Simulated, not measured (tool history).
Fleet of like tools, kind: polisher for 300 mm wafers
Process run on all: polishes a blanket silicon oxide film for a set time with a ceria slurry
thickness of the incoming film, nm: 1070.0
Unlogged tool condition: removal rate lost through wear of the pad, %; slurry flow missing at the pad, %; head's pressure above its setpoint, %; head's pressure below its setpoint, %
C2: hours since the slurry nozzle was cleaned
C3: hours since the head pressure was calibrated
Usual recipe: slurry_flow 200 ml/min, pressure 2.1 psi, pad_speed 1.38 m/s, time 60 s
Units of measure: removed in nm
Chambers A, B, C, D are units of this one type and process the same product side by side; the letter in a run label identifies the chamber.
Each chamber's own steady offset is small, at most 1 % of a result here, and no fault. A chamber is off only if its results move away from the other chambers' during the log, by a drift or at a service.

At day 0.046: chamber C: head pressure recalibrated.
Run 1D, day 0.400: usual settings; wafers polished on this pad 643; C2 289.9; C3 27.2. Result: removed 201.44 nm.
At day 0.583: chamber C: worn pad replaced by a new one.
Run 2C, day 0.588: usual settings; wafers polished on this pad 1; C2 41.7; C3 13.1. Result: removed 198.42 nm.
Run 3B, day 1.000: usual settings; wafers polished on this pad 1112; C2 104.5; C3 427.7. Result: removed 201.11 nm.
At day 1.150: chamber A: worn pad replaced by a new one.
Run 4A, day 1.250: usual settings; wafers polished on this pad 29; C2 243.3; C3 246.9. Result: removed 198.50 nm.
Run 5A, day 1.554: usual settings; wafers polished on this pad 116; C2 250.6; C3 254.2. Result: removed 199.98 nm.
Run 6C, day 1.838: usual settings; wafers polished on this pad 361; C2 71.7; C3 43.1. Result: removed 198.50 nm.
Run 7B, day 2.092: usual settings; wafers polished on this pad 1426; C2 130.7; C3 453.9. Result: removed 200.74 nm.
At day 2.100: chamber B: worn pad replaced by a new one.
Run 8D, day 2.279: usual settings; wafers polished on this pad 1183; C2 335.0; C3 72.3. Result: removed 201.56 nm.
Run 9C, day 2.617: usual settings; wafers polished on this pad 584; C2 90.4; C3 61.8. Result: removed 196.93 nm.
Run 10B, day 2.842: usual settings but time 40 s; wafers polished on this pad 213; C2 148.7; C3 471.9. Result: removed 133.16 nm.
At day 2.946: chamber A: worn pad replaced by a new one.
Run 11A, day 3.100: usual settings but time 40 s; wafers polished on this pad 44; C2 287.7; C3 291.3. Result: removed 135.87 nm.
Run 12D, day 3.396: usual settings but time 40 s; wafers polished on this pad 1504; C2 361.8; C3 99.1. Result: removed 131.44 nm.
Run 13A, day 3.658: usual settings but time 40 s; wafers polished on this pad 205; C2 301.1; C3 304.7. Result: removed 133.59 nm.
Run 14C, day 3.912: usual settings; wafers polished on this pad 957; C2 121.5; C3 92.9. Result: removed 196.44 nm.
Run 15D, day 4.250: usual settings; wafers polished on this pad 1750; C2 382.3; C3 119.6. Result: removed 203.48 nm.
Run 16B, day 4.462: usual settings; wafers polished on this pad 679; C2 187.6; C3 510.8. Result: removed 198.44 nm.
At day 4.792: chamber A: head pressure recalibrated.
Run 17A, day 4.825: usual settings; wafers polished on this pad 540; C2 329.1; C3 0.8. Result: removed 198.53 nm.
At day 4.933: chamber C: worn pad replaced by a new one.
At day 4.938: chamber A: worn pad replaced by a new one.
Run 18D, day 5.075: usual settings; wafers polished on this pad 1987; C2 402.1; C3 139.4. Result: removed 198.00 nm.
Run 19B, day 5.379: usual settings; wafers polished on this pad 942; C2 209.6; C3 532.8. Result: removed 200.71 nm.
Run 20C, day 5.658: usual settings but time 67 s; wafers polished on this pad 208; C2 163.4; C3 134.8. Result: removed 220.98 nm.
Run 21C, day 6.067: usual settings but time 67 s; wafers polished on this pad 325; C2 173.2; C3 144.6. Result: removed 222.54 nm.
Run 22B, day 6.317: usual settings but time 67 s; wafers polished on this pad 1211; C2 232.1; C3 555.3. Result: removed 223.36 nm.
At day 6.442: chamber B: worn pad replaced by a new one.
Run 23A, day 6.733: usual settings but time 67 s; wafers polished on this pad 515; C2 374.9; C3 46.6. Result: removed 227.92 nm.
Run 24D, day 6.962: usual settings; wafers polished on this pad 2529; C2 447.4; C3 184.7. Result: removed 193.29 nm.
At day 7.058: chamber A: worn pad replaced by a new one.
Run 25D, day 7.150: usual settings; wafers polished on this pad 2583; C2 451.9; C3 189.2. Result: removed 193.38 nm.
Run 26B, day 7.450: usual settings; wafers polished on this pad 290; C2 259.3; C3 582.5. Result: removed 198.45 nm.
Run 27A, day 7.796: usual settings; wafers polished on this pad 212; C2 400.4; C3 72.1. Result: removed 201.39 nm.
Run 28C, day 8.112: usual settings; wafers polished on this pad 913; C2 222.3; C3 193.7. Result: removed 201.92 nm.
Run 29C, day 8.346: usual settings; wafers polished on this pad 980; C2 227.9; C3 199.3. Result: removed 197.63 nm.
Run 30D, day 8.588: usual settings; wafers polished on this pad 2996; C2 486.4; C3 223.7. Result: removed 191.24 nm.
Run 31B, day 8.825: usual settings; wafers polished on this pad 685; C2 292.3; C3 615.5. Result: removed 197.36 nm.
Run 32A, day 9.012: usual settings; wafers polished on this pad 561; C2 429.6; C3 101.3. Result: removed 198.60 nm.
At day 9.142: chamber C: worn pad replaced by a new one.
Run 33B, day 9.196: usual settings; wafers polished on this pad 792; C2 301.2; C3 624.4. Result: removed 201.83 nm.
At day 9.275: chamber A: worn pad replaced by a new one.
Run 34C, day 9.538: usual settings; wafers polished on this pad 113; C2 256.5; C3 227.9. Result: removed 200.51 nm.
Run 35D, day 9.871: usual settings; wafers polished on this pad 3364; C2 517.2; C3 254.5. Result: removed 182.78 nm.
Run 36A, day 10.108: usual settings; wafers polished on this pad 240; C2 455.9; C3 127.6. Result: removed 198.04 nm.
Run 37C, day 10.300: usual settings; wafers polished on this pad 332; C2 274.8; C3 246.2. Result: removed 200.50 nm.

Predict what each chamber gives when all 4 of them run the settings below next.
Run 38A, day 10.600: usual settings but slurry_flow 150 ml/min. Result: removed ?.
Run 38B, day 10.600: usual settings but slurry_flow 150 ml/min. Result: removed ?.
Run 38C, day 10.600: usual settings but slurry_flow 150 ml/min. Result: removed ?.
Run 38D, day 10.600: usual settings but slurry_flow 150 ml/min. Result: removed ?.

run  removed
38A   191.30
38B   190.67
38C   188.89
38D   175.06
